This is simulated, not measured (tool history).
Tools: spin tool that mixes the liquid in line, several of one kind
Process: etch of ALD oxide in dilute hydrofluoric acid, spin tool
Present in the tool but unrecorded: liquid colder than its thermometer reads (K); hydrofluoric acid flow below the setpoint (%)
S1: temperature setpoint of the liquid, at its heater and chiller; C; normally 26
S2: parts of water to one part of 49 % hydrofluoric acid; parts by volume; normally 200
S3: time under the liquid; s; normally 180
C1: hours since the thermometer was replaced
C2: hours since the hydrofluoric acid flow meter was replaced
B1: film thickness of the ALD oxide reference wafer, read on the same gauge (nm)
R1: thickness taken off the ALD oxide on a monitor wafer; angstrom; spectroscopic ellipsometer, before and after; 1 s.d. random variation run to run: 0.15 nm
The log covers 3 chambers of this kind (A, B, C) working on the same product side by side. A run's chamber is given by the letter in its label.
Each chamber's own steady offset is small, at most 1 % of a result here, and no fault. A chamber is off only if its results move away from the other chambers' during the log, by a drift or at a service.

| run | day | S1 | S2 | S3 | C1 | C2 | B1 | R1 |
|---|---|---|---|---|---|---|---|---|
| 1B | 0.183 | 26 | 200 | 180 | 1716.6 | 742.7 | 80.016 | 191.42 |
| 2C | 0.371 | 26 | 200 | 180 | 609.9 | 1200.1 | 79.963 | 188.24 |
| 3A | 0.554 | 26 | 200 | 180 | 1500.9 | 317.2 | 80.026 | 194.07 |
| 4B | 0.771 | 26 | 200 | 180 | 1730.7 | 756.8 | 79.997 | 190.35 |
| 5C | 0.929 | 28 | 200 | 285 | 623.3 | 1213.5 | 80.05 | 324.57 |
| 6A | 1.221 | 28 | 200 | 285 | 1516.9 | 333.2 | 79.982 | 326.6 |
| 7B | 1.4 | 28 | 200 | 285 | 1745.8 | 771.9 | 79.981 | 323.79 |
| 8C | 1.542 | 30 | 255 | 180 | 638 | 1228.2 | 79.955 | 160.28 |
| 9A | 1.679 | 30 | 255 | 180 | 1527.9 | 344.2 | 80.021 | 162.67 |
| 10B | 1.817 | 30 | 255 | 180 | 1755.8 | 781.9 | 79.965 | 161.67 |
| 11C | 2.05 | 26 | 200 | 180 | 650.2 | 1240.4 | 79.993 | 187.73 |
| 12A | 2.312 | 26 | 200 | 180 | 1543.1 | 359.4 | 80.004 | 192.73 |
| 13C | 2.458 | 26 | 200 | 180 | 660 | 1250.2 | 79.964 | 190.57 |
| 14A | 2.667 | 26 | 200 | 180 | 1551.6 | 367.9 | 79.99 | 195.02 |
| 15B | 2.917 | 26 | 200 | 180 | 1782.2 | 808.3 | 79.982 | 188.43 |
| 16B | 3.075 | 26 | 200 | 180 | 1786 | 812.1 | 79.952 | 187.97 |
| 17C | 3.233 | 26 | 200 | 180 | 678.6 | 1268.8 | 80.015 | 186.9 |
| 18A | 3.525 | 26 | 200 | 180 | 1572.2 | 388.5 | 79.995 | 191.73 |
| 19C | 3.738 | 26 | 200 | 180 | 690.7 | 1280.9 | 80.024 | 188.23 |
| 20B | 4.017 | 26 | 200 | 180 | 1808.6 | 834.7 | 80.036 | 185.26 |
| 21A | 4.225 | 22 | 200 | 180 | 1589 | 405.3 | 80.012 | 169.4 |
| 22C | 4.517 | 22 | 200 | 180 | 709.4 | 1299.6 | 79.997 | 164.33 |
| 23B | 4.758 | 22 | 200 | 180 | 1826.4 | 852.5 | 79.98 | 155.22 |
| 24A | 4.962 | 26 | 200 | 180 | 1606.7 | 423 | 79.972 | 193.21 |
| 25B | 5.108 | 26 | 200 | 180 | 1834.8 | 860.9 | 79.961 | 177.64 |
| 26C | 5.35 | 26 | 200 | 180 | 729.4 | 1319.6 | 79.97 | 190.9 |
| 27A | 5.504 | 26 | 200 | 180 | 1619.7 | 436 | 80.013 | 192.05 |
| 28C | 5.767 | 26 | 200 | 180 | 739.4 | 1329.6 | 79.976 | 188.77 |
| 29B | 5.942 | 26 | 200 | 180 | 1854.8 | 880.9 | 79.962 | 173.82 |
| 30A | 6.167 | 26 | 200 | 180 | 1635.6 | 451.9 | 80.002 | 193.41 |

One chamber off, gauge drift, or nothing amiss beyond the chambers' own small offsets? If it is a chamber, which one, and what is the likeliest cause?

Chamber B drifts away from the others.
Likeliest cause: hydrofluoric acid flow below the setpoint (%) = 8.34.
The log may not tell that from: liquid colder than its thermometer reads (K).

Chamber B could run next with any of the 4 candidate recipes listed below; each alters the usual settings, and their results appear as question marks. Which one brings its results back in line with what the other chambers deliver on the usual settings?
A result is in line if it is within this distance of the other chambers' mean on the usual settings: R1 5.1 angstrom
| 31B-1 | 6.396 | 25 | 200 | 180 |  |  |  | ? |
| 31B-2 | 6.396 | 26 | 200 | 190 |  |  |  | ? |
| 31B-3 | 6.396 | 23 | 200 | 180 |  |  |  | ? |
| 31B-4 | 6.396 | 26 | 200 | 200 |  |  |  | ? |

On the usual settings, the other chambers give on average: R1 191.13 angstrom
| run | R1 |
|---|---|
| 31B-1 | 165.64 |
| 31B-2 | 181.31 |
| 31B-3 | 153.84 |
| 31B-4 | 190.86 |
31B-4 is the one that brings the chamber's results back in line with the other chambers.
